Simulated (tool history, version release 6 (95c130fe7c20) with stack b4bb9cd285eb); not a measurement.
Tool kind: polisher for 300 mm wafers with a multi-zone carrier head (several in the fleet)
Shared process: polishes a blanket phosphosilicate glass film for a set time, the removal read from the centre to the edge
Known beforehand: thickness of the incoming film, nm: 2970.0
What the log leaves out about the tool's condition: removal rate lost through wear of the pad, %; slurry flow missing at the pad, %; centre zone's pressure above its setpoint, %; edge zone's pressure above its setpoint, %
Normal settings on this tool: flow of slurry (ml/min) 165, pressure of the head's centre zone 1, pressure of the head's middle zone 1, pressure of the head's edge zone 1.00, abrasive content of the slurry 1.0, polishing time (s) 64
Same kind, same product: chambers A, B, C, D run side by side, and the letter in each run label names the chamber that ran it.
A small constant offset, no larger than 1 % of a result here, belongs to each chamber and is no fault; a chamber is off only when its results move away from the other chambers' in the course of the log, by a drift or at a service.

run   hour  flow of slurry (ml/min)  pressure of the head's centre zone  pressure of the head's middle zone  pressure of the head's edge zone  abrasive content of the slurry  polishing time (s)  wafers polished on this pad  hours since the slurry nozzle was cleaned  hours since the centre zone pressure was calibrated  hours since the edge zone pressure was calibrated  film removed at the wafer's centre (nm)  film removed at mid-radius (nm)  film removed at the wafer's edge (nm)
 1C    8.9                      165                                   1                                   1                              1.00                             1.0                  64                          410                                       63.6                                                330.4                                               69.6                                   568.83                           562.48                                 569.47
      10.1  -- chamber D: slurry nozzle cleaned
      13.0  -- chamber A: worn pad replaced by a new one
 2D   19.4                      165                                   1                                   1                              1.00                             1.0                  64                         1049                                        9.3                                                151.7                                              970.5                                   567.68                           567.28                                 575.29
      21.2  -- chamber A: centre zone pressure recalibrated
 3B   32.2                      165                                   1                                   1                              1.00                             1.0                  64                          602                                      433.8                                                351.1                                               92.4                                   565.99                           561.12                                 571.32
      32.9  -- chamber D: worn pad replaced by a new one
 4A   40.2                      165                                   1                                   1                              1.00                             1.0                  64                          240                                      139.4                                                 19.1                                              822.7                                   575.21                           566.75                                 566.58
 5C   54.2                      145                                   1                                   1                              1.00                             1.0                  64                          809                                      108.9                                                375.7                                              114.9                                   562.51                           551.28                                 561.28
 6A   62.4                      145                                   1                                   1                              1.00                             1.0                  64                          435                                      161.6                                                 41.3                                              844.9                                   551.56                           550.28                                 552.03
      72.8  -- chamber B: worn pad replaced by a new one
 7B   76.3                      145                                   1                                   1                              1.00                             1.0                  64                           30                                      477.9                                                395.2                                              136.5                                   558.71                           559.56                                 552.21
 8D   88.0                      145                                   1                                   1                              1.00                             1.0                  64                          485                                       77.9                                                220.3                                             1039.1                                   547.37                           559.17                                 553.48
 9B   95.4                      165                                   1                                   1                              1.00                             1.0                  64                          199                                      497.0                                                414.3                                              155.6                                   571.80                           570.62                                 567.53
10C  108.5                      165                                   1                                   1                              1.00                             1.0                  64                         1287                                      163.2                                                430.0                                              169.2                                   573.23                           565.51                                 577.40
     112.4  -- chamber C: worn pad replaced by a new one
11D  123.1                      165                                   1                                   1                              1.00                             1.0                  55                          795                                      113.0                                                255.4                                             1074.2                                   494.75                           490.79                                 484.83
12A  131.3                      165                                   1                                   1                              1.00                             1.0                  55                         1042                                      230.5                                                110.2                                              913.8                                   479.19                           480.64                                 487.04
13C  145.9                      165                                   1                                   1                              1.00                             1.0                  55                          295                                      200.6                                                467.4                                              206.6                                   494.46                           490.10                                 493.29
14A  152.9                      165                                   1                                   1                              1.00                             1.0                  55                         1233                                      252.1                                                131.8                                              935.4                                   491.07                           478.05                                 482.57
     155.2  -- chamber A: worn pad replaced by a new one
15D  164.0                      165                                   1                                   1                              1.00                             1.0                  64                         1155                                      153.9                                                296.3                                             1115.1                                   564.19                           566.57                                 581.49
     176.3  -- chamber D: worn pad replaced by a new one
16B  176.5                      165                                   1                                   1                              1.00                             1.0                  64                          913                                      578.1                                                495.4                                              236.7                                   568.06                           559.09                                 559.89
     176.8  -- chamber B: worn pad replaced by a new one
17A  186.5                      165                                   1                                   1                              1.00                             1.0                  64                          276                                      285.7                                                165.4                                              969.0                                   575.99                           564.61                                 563.21
18D  194.9                      165                                   1                                   1                              1.00                             1.0                  64                          164                                      184.8                                                327.2                                             1146.0                                   567.32                           567.39                                 573.31
     198.3  -- chamber C: centre zone pressure recalibrated
19C  209.6                      165                                   1                                   1                              1.00                             1.0                  64                          857                                      264.3                                                 11.4                                              270.3                                   621.94                           568.32                                 564.18
20B  218.3                      165                                   1                                   1                              1.00                             1.0                  64                          365                                      619.9                                                537.2                                              278.5                                   571.80                           570.58                                 576.46
21C  232.6                      165                                   1                                   1                              1.07                             0.8                  64                         1059                                      287.3                                                 34.4                                              293.3                                   557.68                           507.26                                 531.64
     234.2  -- chamber C: worn pad replaced by a new one
22B  247.8                      165                                   1                                   1                              1.07                             0.8                  64                          625                                      649.4                                                566.7                                              308.0                                   513.96                           510.76                                 528.24
23D  261.5                      165                                   1                                   1                              1.07                             0.8                  64                          751                                      251.4                                                393.8                                             1212.6                                   502.44                           508.93                                 531.55
24A  272.3                      165                                   1                                   1                              1.07                             0.8                  64                         1032                                      371.5                                                251.2                                             1054.8                                   506.75                           509.62                                 533.79
     276.3  -- chamber B: worn pad replaced by a new one
25A  286.6                      165                                   1                                   1                              1.00                             1.0                  64                         1158                                      385.8                                                265.5                                             1069.1                                   561.12                           557.35                                 566.12
26D  300.4                      195                                   1                                   1                              1.00                             1.0                  64                         1094                                      290.3                                                432.7                                             1251.5                                   588.13                           583.17                                 587.17
     305.7  -- chamber A: worn pad replaced by a new one
     313.0  -- chamber D: worn pad replaced by a new one
27C  313.2                      195                                   1                                   1                              1.00                             1.0                  64                          696                                      367.9                                                115.0                                              373.9                                   635.60                           574.38                                 588.45
28B  324.4                      195                                   1                                   1                              1.00                             1.0                  64                          424                                      726.0                                                643.3                                              384.6                                   586.84                           582.33                                 576.37
     332.4  -- chamber B: centre zone pressure recalibrated
29B  335.1                      195                                   1                                   1                              1.00                             1.0                  64                          518                                      736.7                                                  2.8                                              395.3                                   589.12                           585.57                                 578.08
30C  350.4                      165                                   1                                   1                              1.00                             1.0                  64                         1024                                      405.1                                                152.2                                              411.1                                   620.77                           571.39                                 569.42
31D  361.2                      165                                   1                                   1                              1.00                             1.0                  64                          425                                      351.1                                                493.5                                             1312.3                                   563.60                           574.27                                 582.32
32A  372.8                      165                                   1                                   1                              1.00                             1.0                  64                          592                                      472.0                                                351.7                                             1155.3                                   575.53                           555.49                                 564.78
33D  382.9                      165                                   1                                   1                              1.00                             1.0                  64                          616                                      372.8                                                515.2                                             1334.0                                   570.55                           564.49                                 562.16

Next, all 4 chambers run the settings below, one line each with question marks for the results. What does each chamber give?
34A  394.4                      165                                   1                                   1                              1.00                             1.0                  64                                                                                                                                                                                                                        ?                                ?                                      ?
34B  394.4                      165                                   1                                   1                              1.00                             1.0                  64                                                                                                                                                                                                                        ?                                ?                                      ?
34C  394.4                      165                                   1                                   1                              1.00                             1.0                  64                                                                                                                                                                                                                        ?                                ?                                      ?
34D  394.4                      165                                   1                                   1                              1.00                             1.0                  64                                                                                                                                                                                                                        ?                                ?                                      ?

run  film removed at the wafer's centre (nm)  film removed at mid-radius (nm)  film removed at the wafer's edge (nm)
34A                                   559.94                           564.04                                 563.88
34B                                   572.75                           569.22                                 557.17
34C                                   617.86                           563.51                                 565.09
34D                                   564.46                           568.08                                 568.92

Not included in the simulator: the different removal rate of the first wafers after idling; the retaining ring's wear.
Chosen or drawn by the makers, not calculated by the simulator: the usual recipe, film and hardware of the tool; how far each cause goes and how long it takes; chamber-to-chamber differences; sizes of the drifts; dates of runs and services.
